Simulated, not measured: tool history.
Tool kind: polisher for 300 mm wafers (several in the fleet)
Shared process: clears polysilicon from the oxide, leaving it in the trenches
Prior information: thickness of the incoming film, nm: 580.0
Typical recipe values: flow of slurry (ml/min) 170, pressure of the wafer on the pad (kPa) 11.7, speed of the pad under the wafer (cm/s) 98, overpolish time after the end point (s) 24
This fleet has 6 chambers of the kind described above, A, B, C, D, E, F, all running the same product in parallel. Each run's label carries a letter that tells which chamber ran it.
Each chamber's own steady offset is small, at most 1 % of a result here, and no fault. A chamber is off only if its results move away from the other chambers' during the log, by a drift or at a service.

run     day  flow of slurry (ml/min)  pressure of the wafer on the pad (kPa)  speed of the pad under the wafer (cm/s)  overpolish time after the end point (s)  wafers polished on this pad  hours since the slurry nozzle was cleaned  hours since the head pressure was calibrated  time until the end point was called (s)  dishing of a wide line in a test structure (nm)
      0.017  -- chamber B: head pressure recalibrated
       0.35  -- chamber A: worn pad replaced by a new one
 1F   0.362                      170                                    11.7                                       98                                       24                          661                                      592.7                                         214.8                                   58.393                                           41.489
 2A   0.692                      170                                    11.7                                       98                                       24                           47                                      430.7                                         825.7                                   58.037                                           43.077
 3D   0.929                      170                                    11.7                                       98                                       24                          395                                      201.9                                           714                                   57.653                                           42.091
 4B   1.317                      170                                    11.7                                       98                                       24                          249                                      349.3                                          31.3                                   58.974                                           41.886
 5E   1.638                      170                                    11.7                                       98                                       24                         1301                                      469.5                                         553.4                                   58.664                                           42.395
      1.971  -- chamber E: worn pad replaced by a new one
      1.988  -- chamber F: slurry nozzle cleaned
 6C       2                      170                                    11.7                                       98                                       24                          655                                       63.2                                        1027.4                                   58.483                                           41.897
 7B   2.262                      170                                    11.7                                       98                                       24                          378                                        372                                            54                                   59.019                                           41.934
 8C   2.558                      170                                    11.7                                       98                                       24                          732                                       76.6                                        1040.8                                   58.846                                            41.99
 9E   2.967                      170                                    11.7                                       98                                       24                          136                                      501.4                                         585.3                                   58.208                                           42.081
      3.188  -- chamber D: worn pad replaced by a new one
10D   3.379                      170                                    11.7                                       98                                       24                           26                                      260.7                                         772.8                                    58.81                                           41.546
      3.662  -- chamber F: worn pad replaced by a new one
11A   3.788                      170                                    11.7                                       98                                       24                          468                                        505                                           900                                    59.11                                           41.864
      4.083  -- chamber B: slurry nozzle cleaned
12F     4.2                      170                                    11.7                                       98                                       24                           73                                       53.1                                         306.9                                   59.171                                           42.319
13D   4.425                      170                                    11.7                                       98                                       24                          169                                      285.8                                         797.9                                   58.749                                           41.663
      4.504  -- chamber E: slurry nozzle cleaned
      4.633  -- chamber A: worn pad replaced by a new one
14B   4.775                      170                                    11.7                                       98                                       24                          720                                       16.7                                         114.3                                   59.463                                           42.293
      5.004  -- chamber C: worn pad replaced by a new one
15E   5.079                      170                                    11.7                                       98                                       24                          423                                       13.9                                           636                                    58.62                                           41.313
16F   5.292                      170                                    11.7                                       98                                       24                          222                                       79.3                                         333.1                                   58.937                                           42.261
17C   5.562                      170                                    11.7                                       98                                       24                           76                                      148.7                                        1112.9                                   58.751                                           42.473
      6.025  -- chamber F: head pressure recalibrated
18A   6.038                      170                                    11.7                                       98                                       24                          191                                        559                                           954                                   59.384                                            42.37
       6.25  -- chamber B: worn pad replaced by a new one
19F   6.467                      170                                    11.7                                       98                                       24                          382                                      107.5                                          10.6                                   59.418                                           41.313
20B   6.862                      170                                    11.7                                      128                                       24                           83                                       66.8                                         164.4                                   45.345                                           42.488
21D   7.275                      170                                    11.7                                      128                                       24                          557                                      354.2                                         866.3                                   44.618                                           41.576
22E   7.758                      170                                    11.7                                      128                                       24                          788                                       78.2                                         700.3                                   44.127                                           43.281
      7.875  -- chamber D: worn pad replaced by a new one
23C   8.121                      170                                    11.7                                      128                                       24                          424                                      210.1                                        1174.3                                   44.644                                           41.974
24A   8.492                      170                                    11.7                                      128                                       24                          526                                      617.9                                        1012.9                                   45.461                                           41.554
25C   8.954                      170                                    11.7                                      128                                       24                          538                                      230.1                                        1194.3                                   44.826                                           42.037
26D   9.312                      170                                    11.7                                       98                                       24                          195                                      403.1                                         915.2                                   58.583                                           42.336
27A   9.788                      170                                    11.7                                       98                                       24                          702                                        649                                          1044                                   59.172                                             42.2
28F  10.104                      170                                    11.7                                       98                                       24                          877                                      194.8                                          97.9                                   58.611                                           42.136
     10.192  -- chamber A: worn pad replaced by a new one
     10.483  -- chamber E: worn pad replaced by a new one
29B  10.512                      170                                    11.7                                       98                                       24                          580                                      154.4                                           252                                   60.226                                           41.268
30E  10.746                      130                                    11.7                                       98                                       13                           36                                      149.9                                           772                                   61.643                                           39.592
31D  10.996                      130                                    11.7                                       98                                       13                          425                                      443.5                                         955.6                                   61.311                                           39.338
32F  11.221                      130                                    11.7                                       98                                       13                         1029                                      221.6                                         124.7                                   60.842                                           38.459
33E  11.533                      130                                    11.7                                       98                                       13                          143                                      168.8                                         790.9                                   62.007                                           39.806
34A      12                      130                                    11.7                                       98                                       13                          246                                      702.1                                        1097.1                                   63.403                                           41.165
     12.138  -- chamber F: worn pad replaced by a new one
35C  12.396                      130                                    11.7                                       98                                       13                         1006                                      312.7                                        1276.9                                   60.619                                           39.875
      12.85  -- chamber B: worn pad replaced by a new one
36B  12.858                      170                                    11.7                                       98                                       24                            1                                      210.7                                         308.3                                   59.347                                           41.855
37B  13.075                      170                                    11.7                                       98                                       24                           30                                      215.9                                         313.5                                   59.411                                           41.809
38D  13.412                      170                                    13.8                                       98                                       36                          754                                      501.5                                        1013.6                                   49.993                                           43.391
39F  13.862                      170                                    13.8                                       98                                       36                          235                                        285                                         188.1                                   50.483                                           41.545
40A  14.112                      170                                    13.8                                       98                                       36                          534                                      752.8                                        1147.8                                   51.462                                           42.723

Does one chamber stand apart from the rest, does the shared gauge drift, or is all well apart from small per-chamber offsets? Give the chamber and the most likely cause, where there is one.

Neither any chamber nor the gauge drifts; the chambers differ only by their own small, steady offsets.

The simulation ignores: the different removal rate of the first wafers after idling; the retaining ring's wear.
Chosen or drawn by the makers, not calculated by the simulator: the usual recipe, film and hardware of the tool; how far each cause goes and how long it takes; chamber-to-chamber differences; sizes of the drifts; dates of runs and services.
